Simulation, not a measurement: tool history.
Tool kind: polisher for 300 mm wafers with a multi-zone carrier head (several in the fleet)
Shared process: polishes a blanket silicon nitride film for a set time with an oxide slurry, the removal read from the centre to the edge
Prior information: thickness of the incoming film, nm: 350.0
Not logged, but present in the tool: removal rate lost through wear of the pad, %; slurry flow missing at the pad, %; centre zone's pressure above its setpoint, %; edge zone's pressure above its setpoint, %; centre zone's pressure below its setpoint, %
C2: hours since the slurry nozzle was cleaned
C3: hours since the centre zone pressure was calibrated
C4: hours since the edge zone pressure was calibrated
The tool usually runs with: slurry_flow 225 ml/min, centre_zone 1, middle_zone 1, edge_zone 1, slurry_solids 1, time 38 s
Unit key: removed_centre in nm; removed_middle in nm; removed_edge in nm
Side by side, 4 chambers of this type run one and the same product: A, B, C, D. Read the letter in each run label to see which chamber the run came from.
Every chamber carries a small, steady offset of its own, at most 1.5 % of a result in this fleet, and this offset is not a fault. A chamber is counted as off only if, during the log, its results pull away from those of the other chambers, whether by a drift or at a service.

run 1C hour=7.7 | slurry_flow=225 centre_zone=1 middle_zone=1 edge_zone=1 slurry_solids=1 time=38 | wafers_polished_on_this_pad=460 C2=228.9 C3=951.8 C4=490.7 | removed_centre=21.558 removed_middle=22.15 removed_edge=21.085
run 2A hour=14.6 | slurry_flow=225 centre_zone=1 middle_zone=1 edge_zone=1 slurry_solids=1 time=38 | wafers_polished_on_this_pad=630 C2=601.1 C3=165.1 C4=767.7 | removed_centre=21.907 removed_middle=21.517 removed_edge=21.721
-- hour=21.7 chamber A: slurry nozzle cleaned
run 3D hour=23 | slurry_flow=225 centre_zone=1 middle_zone=1 edge_zone=1 slurry_solids=1 time=38 | wafers_polished_on_this_pad=716 C2=113.5 C3=467.3 C4=287.5 | removed_centre=21.809 removed_middle=21.867 removed_edge=22.055
-- hour=26.2 chamber A: edge zone pressure recalibrated
-- hour=29.4 chamber C: worn pad replaced by a new one
run 4B hour=32 | slurry_flow=225 centre_zone=1 middle_zone=1 edge_zone=1 slurry_solids=1 time=38 | wafers_polished_on_this_pad=1002 C2=36.4 C3=193 C4=204.5 | removed_centre=21.703 removed_middle=21.902 removed_edge=21.698
run 5A hour=36.6 | slurry_flow=225 centre_zone=1 middle_zone=1 edge_zone=1 slurry_solids=1 time=38 | wafers_polished_on_this_pad=936 C2=14.9 C3=187.1 C4=10.4 | removed_centre=21.682 removed_middle=21.851 removed_edge=21.146
-- hour=36.8 chamber D: worn pad replaced by a new one
run 6B hour=45.3 | slurry_flow=225 centre_zone=1 middle_zone=1 edge_zone=1 slurry_solids=1 time=38 | wafers_polished_on_this_pad=1188 C2=49.7 C3=206.3 C4=217.8 | removed_centre=21.581 removed_middle=21.62 removed_edge=22.02
run 7C hour=54.2 | slurry_flow=225 centre_zone=1 middle_zone=1 edge_zone=1 slurry_solids=1 time=38 | wafers_polished_on_this_pad=346 C2=275.4 C3=998.3 C4=537.2 | removed_centre=21.459 removed_middle=21.444 removed_edge=20.917
run 8D hour=61.9 | slurry_flow=225 centre_zone=1 middle_zone=1 edge_zone=1 slurry_solids=1 time=38 | wafers_polished_on_this_pad=350 C2=152.4 C3=506.2 C4=326.4 | removed_centre=21.855 removed_middle=22.202 removed_edge=21.724
-- hour=68 chamber B: worn pad replaced by a new one
run 9D hour=69.8 | slurry_flow=225 centre_zone=1 middle_zone=1 edge_zone=1 slurry_solids=1 time=38 | wafers_polished_on_this_pad=461 C2=160.3 C3=514.1 C4=334.3 | removed_centre=21.535 removed_middle=21.912 removed_edge=21.827
run 10C hour=79.5 | slurry_flow=225 centre_zone=1 middle_zone=1 edge_zone=1 slurry_solids=1 time=38 | wafers_polished_on_this_pad=699 C2=300.7 C3=1023.6 C4=562.5 | removed_centre=21.387 removed_middle=21.236 removed_edge=21.814
-- hour=80.1 chamber C: worn pad replaced by a new one
run 11A hour=87.7 | slurry_flow=225 centre_zone=1 middle_zone=1 edge_zone=1 slurry_solids=1 time=38 | wafers_polished_on_this_pad=1649 C2=66 C3=238.2 C4=61.5 | removed_centre=21.905 removed_middle=21.553 removed_edge=21.518
-- hour=89.7 chamber A: worn pad replaced by a new one
run 12B hour=93.1 | slurry_flow=225 centre_zone=1 middle_zone=1 edge_zone=1 slurry_solids=1 time=38 | wafers_polished_on_this_pad=350 C2=97.5 C3=254.1 C4=265.6 | removed_centre=21.612 removed_middle=21.836 removed_edge=21.54
run 13B hour=100.4 | slurry_flow=225 centre_zone=1 middle_zone=1 edge_zone=1 slurry_solids=1 time=38 | wafers_polished_on_this_pad=452 C2=104.8 C3=261.4 C4=272.9 | removed_centre=21.815 removed_middle=22.206 removed_edge=21.744
run 14A hour=106.9 | slurry_flow=225 centre_zone=1 middle_zone=1 edge_zone=1 slurry_solids=1 time=38 | wafers_polished_on_this_pad=240 C2=85.2 C3=257.4 C4=80.7 | removed_centre=21.551 removed_middle=21.931 removed_edge=21.67
-- hour=109.3 chamber D: worn pad replaced by a new one
run 15D hour=115.9 | slurry_flow=225 centre_zone=0.95 middle_zone=1 edge_zone=1 slurry_solids=1.25 time=38 | wafers_polished_on_this_pad=93 C2=206.4 C3=560.2 C4=380.4 | removed_centre=22.706 removed_middle=24.219 removed_edge=24.261
run 16C hour=123.2 | slurry_flow=225 centre_zone=0.95 middle_zone=1 edge_zone=1 slurry_solids=1.25 time=38 | wafers_polished_on_this_pad=601 C2=344.4 C3=1067.3 C4=606.2 | removed_centre=21.765 removed_middle=23.076 removed_edge=23.319
-- hour=129.7 chamber C: worn pad replaced by a new one
run 17B hour=132 | slurry_flow=225 centre_zone=0.95 middle_zone=1 edge_zone=1 slurry_solids=1.25 time=38 | wafers_polished_on_this_pad=893 C2=136.4 C3=293 C4=304.5 | removed_centre=22.233 removed_middle=24.179 removed_edge=23.338
run 18D hour=140.4 | slurry_flow=225 centre_zone=0.95 middle_zone=1 edge_zone=1 slurry_solids=1.25 time=38 | wafers_polished_on_this_pad=435 C2=230.9 C3=584.7 C4=404.9 | removed_centre=22.42 removed_middle=24.116 removed_edge=23.824
run 19C hour=147.3 | slurry_flow=225 centre_zone=1 middle_zone=1 edge_zone=1 slurry_solids=1 time=38 | wafers_polished_on_this_pad=246 C2=368.5 C3=1091.4 C4=630.3 | removed_centre=20.633 removed_middle=20.811 removed_edge=20.835
run 20A hour=152.2 | slurry_flow=225 centre_zone=1 middle_zone=1 edge_zone=1 slurry_solids=1 time=38 | wafers_polished_on_this_pad=871 C2=130.5 C3=302.7 C4=126 | removed_centre=22.04 removed_middle=22.359 removed_edge=21.396
run 21D hour=159.6 | slurry_flow=225 centre_zone=1 middle_zone=1 edge_zone=1 slurry_solids=1 time=38 | wafers_polished_on_this_pad=702 C2=250.1 C3=603.9 C4=424.1 | removed_centre=21.582 removed_middle=21.721 removed_edge=21.943
run 22A hour=164.5 | slurry_flow=225 centre_zone=1 middle_zone=1 edge_zone=1 slurry_solids=1 time=38 | wafers_polished_on_this_pad=1043 C2=142.8 C3=315 C4=138.3 | removed_centre=21.837 removed_middle=21.787 removed_edge=21.436
-- hour=167.1 chamber B: worn pad replaced by a new one
run 23C hour=172.9 | slurry_flow=225 centre_zone=1 middle_zone=1 edge_zone=1 slurry_solids=1 time=38 | wafers_polished_on_this_pad=603 C2=394.1 C3=1117 C4=655.9 | removed_centre=20.319 removed_middle=20.822 removed_edge=20.831
run 24B hour=180.8 | slurry_flow=225 centre_zone=1 middle_zone=1 edge_zone=1 slurry_solids=1 time=38 | wafers_polished_on_this_pad=192 C2=185.2 C3=341.8 C4=353.3 | removed_centre=21.731 removed_middle=21.563 removed_edge=21.242
-- hour=181.2 chamber C: worn pad replaced by a new one
-- hour=181.7 chamber D: worn pad replaced by a new one
run 25C hour=188.2 | slurry_flow=225 centre_zone=1 middle_zone=1 edge_zone=1 slurry_solids=1 time=38 | wafers_polished_on_this_pad=98 C2=409.4 C3=1132.3 C4=671.2 | removed_centre=20.025 removed_middle=20.437 removed_edge=20.655
run 26A hour=195.4 | slurry_flow=225 centre_zone=1 middle_zone=1 edge_zone=1 slurry_solids=1 time=38 | wafers_polished_on_this_pad=1474 C2=173.7 C3=345.9 C4=169.2 | removed_centre=22.126 removed_middle=21.807 removed_edge=21.192
run 27B hour=200.4 | slurry_flow=225 centre_zone=1 middle_zone=1 edge_zone=1 slurry_solids=1 time=38 | wafers_polished_on_this_pad=465 C2=204.8 C3=361.4 C4=372.9 | removed_centre=21.914 removed_middle=21.673 removed_edge=21.249
run 28D hour=205.1 | slurry_flow=225 centre_zone=1 middle_zone=1 edge_zone=1 slurry_solids=1 time=38 | wafers_polished_on_this_pad=326 C2=295.6 C3=649.4 C4=469.6 | removed_centre=22.073 removed_middle=21.636 removed_edge=21.608
run 29C hour=214.4 | slurry_flow=225 centre_zone=1 middle_zone=1 edge_zone=1 slurry_solids=1 time=38 | wafers_polished_on_this_pad=464 C2=435.6 C3=1158.5 C4=697.4 | removed_centre=20.088 removed_middle=19.889 removed_edge=20.843

Next, all 4 chambers run the settings below, one line each with question marks for the results. What does each chamber give?
run 30A hour=221.4 | slurry_flow=225 centre_zone=1 middle_zone=1 edge_zone=1 slurry_solids=1 time=38 | removed_centre=? removed_middle=? removed_edge=?
run 30B hour=221.4 | slurry_flow=225 centre_zone=1 middle_zone=1 edge_zone=1 slurry_solids=1 time=38 | removed_centre=? removed_middle=? removed_edge=?
run 30C hour=221.4 | slurry_flow=225 centre_zone=1 middle_zone=1 edge_zone=1 slurry_solids=1 time=38 | removed_centre=? removed_middle=? removed_edge=?
run 30D hour=221.4 | slurry_flow=225 centre_zone=1 middle_zone=1 edge_zone=1 slurry_solids=1 time=38 | removed_centre=? removed_middle=? removed_edge=?

run=30A removed_centre=21.717 removed_middle=21.813 removed_edge=21.425
run=30B removed_centre=21.851 removed_middle=21.747 removed_edge=21.504
run=30C removed_centre=19.626 removed_middle=20.33 removed_edge=20.83
run=30D removed_centre=21.63 removed_middle=21.983 removed_edge=21.486

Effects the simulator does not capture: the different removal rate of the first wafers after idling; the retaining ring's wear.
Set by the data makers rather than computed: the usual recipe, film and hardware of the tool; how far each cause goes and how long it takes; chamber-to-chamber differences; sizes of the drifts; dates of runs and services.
